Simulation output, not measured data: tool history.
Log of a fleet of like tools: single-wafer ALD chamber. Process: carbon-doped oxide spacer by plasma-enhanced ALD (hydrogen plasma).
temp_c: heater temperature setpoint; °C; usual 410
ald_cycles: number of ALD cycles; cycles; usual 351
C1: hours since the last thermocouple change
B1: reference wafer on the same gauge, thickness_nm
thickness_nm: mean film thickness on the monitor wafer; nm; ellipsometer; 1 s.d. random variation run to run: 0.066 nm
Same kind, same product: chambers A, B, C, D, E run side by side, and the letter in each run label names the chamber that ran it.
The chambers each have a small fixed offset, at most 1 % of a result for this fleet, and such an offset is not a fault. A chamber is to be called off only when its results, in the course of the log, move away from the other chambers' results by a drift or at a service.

Run 1E, hour 15.6: usual settings; C1 957.5; B1 20.389. Result: thickness_nm 17.057 nm.
Run 2B, hour 27.7: usual settings; C1 482.2; B1 20.411. Result: thickness_nm 17.159 nm.
Run 3D, hour 41: usual settings; C1 2313.7; B1 20.414. Result: thickness_nm 16.973 nm.
Run 4C, hour 55.5: usual settings; C1 1424.4; B1 20.402. Result: thickness_nm 17.055 nm.
Run 5A, hour 67.4: usual settings; C1 1373; B1 20.377. Result: thickness_nm 17.061 nm.
Run 6C, hour 76: usual settings; C1 1444.9; B1 20.409. Result: thickness_nm 17.139 nm.
Run 7E, hour 90.5: usual settings; C1 1032.4; B1 20.419. Result: thickness_nm 17.012 nm.
Run 8D, hour 106.1: usual settings; C1 2378.8; B1 20.4. Result: thickness_nm 16.849 nm.
Run 9B, hour 113.4: usual settings; C1 567.9; B1 20.404. Result: thickness_nm 17.13 nm.
Run 10A, hour 124.5: usual settings; C1 1430.1; B1 20.38. Result: thickness_nm 16.924 nm.
Run 11B, hour 136.5: usual settings; C1 591; B1 20.397. Result: thickness_nm 17.073 nm.
Run 12A, hour 143.8: usual settings; C1 1449.4; B1 20.399. Result: thickness_nm 16.974 nm.
Run 13D, hour 152.9: usual settings; C1 2425.6; B1 20.406. Result: thickness_nm 16.881 nm.
Run 14C, hour 168.8: usual settings; C1 1537.7; B1 20.405. Result: thickness_nm 17.243 nm.
Run 15E, hour 184.8: usual settings but temp_c 401 °C, ald_cycles 322 cycles; C1 1126.7; B1 20.396. Result: thickness_nm 16.197 nm.
Run 16B, hour 195.6: usual settings but temp_c 401 °C, ald_cycles 322 cycles; C1 650.1; B1 20.401. Result: thickness_nm 16.023 nm.
Run 17A, hour 211.6: usual settings but temp_c 401 °C, ald_cycles 322 cycles; C1 1517.2; B1 20.413. Result: thickness_nm 15.937 nm.
Run 18C, hour 223.9: usual settings but temp_c 401 °C, ald_cycles 322 cycles; C1 1592.8; B1 20.387. Result: thickness_nm 16.246 nm.
Run 19E, hour 232.6: usual settings but temp_c 401 °C, ald_cycles 322 cycles; C1 1174.5; B1 20.381. Result: thickness_nm 16.141 nm.
Run 20D, hour 244.2: usual settings; C1 2516.9; B1 20.409. Result: thickness_nm 16.872 nm.
Run 21E, hour 252: usual settings; C1 1193.9; B1 20.393. Result: thickness_nm 17.039 nm.
At hour 258.3: chamber C: thermocouple changed; heater temperature recalibrated.
Run 22D, hour 264.7: usual settings; C1 2537.4; B1 20.402. Result: thickness_nm 16.959 nm.
Run 23B, hour 279.5: usual settings; C1 734; B1 20.412. Result: thickness_nm 17.176 nm.
Run 24A, hour 288.4: usual settings; C1 1594; B1 20.408. Result: thickness_nm 16.949 nm.
Run 25C, hour 296.5: usual settings; C1 38.2; B1 20.413. Result: thickness_nm 17.046 nm.
Run 26A, hour 305.1: usual settings; C1 1610.7; B1 20.401. Result: thickness_nm 16.935 nm.
At hour 305.2: chamber D: thermocouple changed; heater temperature recalibrated.
Run 27E, hour 314.5: usual settings; C1 1256.4; B1 20.377. Result: thickness_nm 17.128 nm.
Run 28B, hour 322: usual settings; C1 776.5; B1 20.399. Result: thickness_nm 16.968 nm.
Run 29D, hour 337.7: usual settings but ald_cycles 409 cycles; C1 32.6; B1 20.38. Result: thickness_nm 19.751 nm.
Run 30C, hour 351.8: usual settings but ald_cycles 409 cycles; C1 93.5; B1 20.418. Result: thickness_nm 20.037 nm.
At hour 354.2: chamber A: thermocouple changed; heater temperature recalibrated.
Run 31E, hour 360.5: usual settings but ald_cycles 409 cycles; C1 1302.4; B1 20.406. Result: thickness_nm 19.953 nm.
Run 32D, hour 371.2: usual settings but ald_cycles 409 cycles; C1 66.1; B1 20.403. Result: thickness_nm 19.615 nm.
Run 33B, hour 383.6: usual settings but ald_cycles 409 cycles; C1 838.1; B1 20.382. Result: thickness_nm 19.813 nm.
Run 34C, hour 398.1: usual settings but ald_cycles 317 cycles; C1 139.8; B1 20.381. Result: thickness_nm 15.51 nm.
Run 35A, hour 413.3: usual settings but ald_cycles 317 cycles; C1 59.1; B1 20.393. Result: thickness_nm 15.329 nm.
Run 36D, hour 421.8: usual settings but ald_cycles 317 cycles; C1 116.7; B1 20.4. Result: thickness_nm 15.211 nm.
Run 37B, hour 434.6: usual settings but ald_cycles 317 cycles; C1 889.1; B1 20.395. Result: thickness_nm 15.453 nm.
Run 38C, hour 450.2: usual settings but ald_cycles 317 cycles; C1 191.9; B1 20.399. Result: thickness_nm 15.472 nm.
Run 39A, hour 458.8: usual settings; C1 104.6; B1 20.393. Result: thickness_nm 16.962 nm.
Run 40E, hour 474.6: usual settings; C1 1416.5; B1 20.403. Result: thickness_nm 16.952 nm.
Run 41D, hour 483.9: usual settings; C1 178.8; B1 20.391. Result: thickness_nm 16.914 nm.
Run 42C, hour 497.1: usual settings; C1 238.8; B1 20.403. Result: thickness_nm 17.222 nm.
Run 43A, hour 509.6: usual settings; C1 155.4; B1 20.394. Result: thickness_nm 17.022 nm.
Run 44B, hour 522.8: usual settings; C1 977.3; B1 20.409. Result: thickness_nm 17.09 nm.

Is one chamber off against the others, does the gauge drift, or is nothing wrong? If a chamber is off, say which, and what the likeliest cause is.

No chamber stands off beyond its own small offset, and the gauge holds steady.
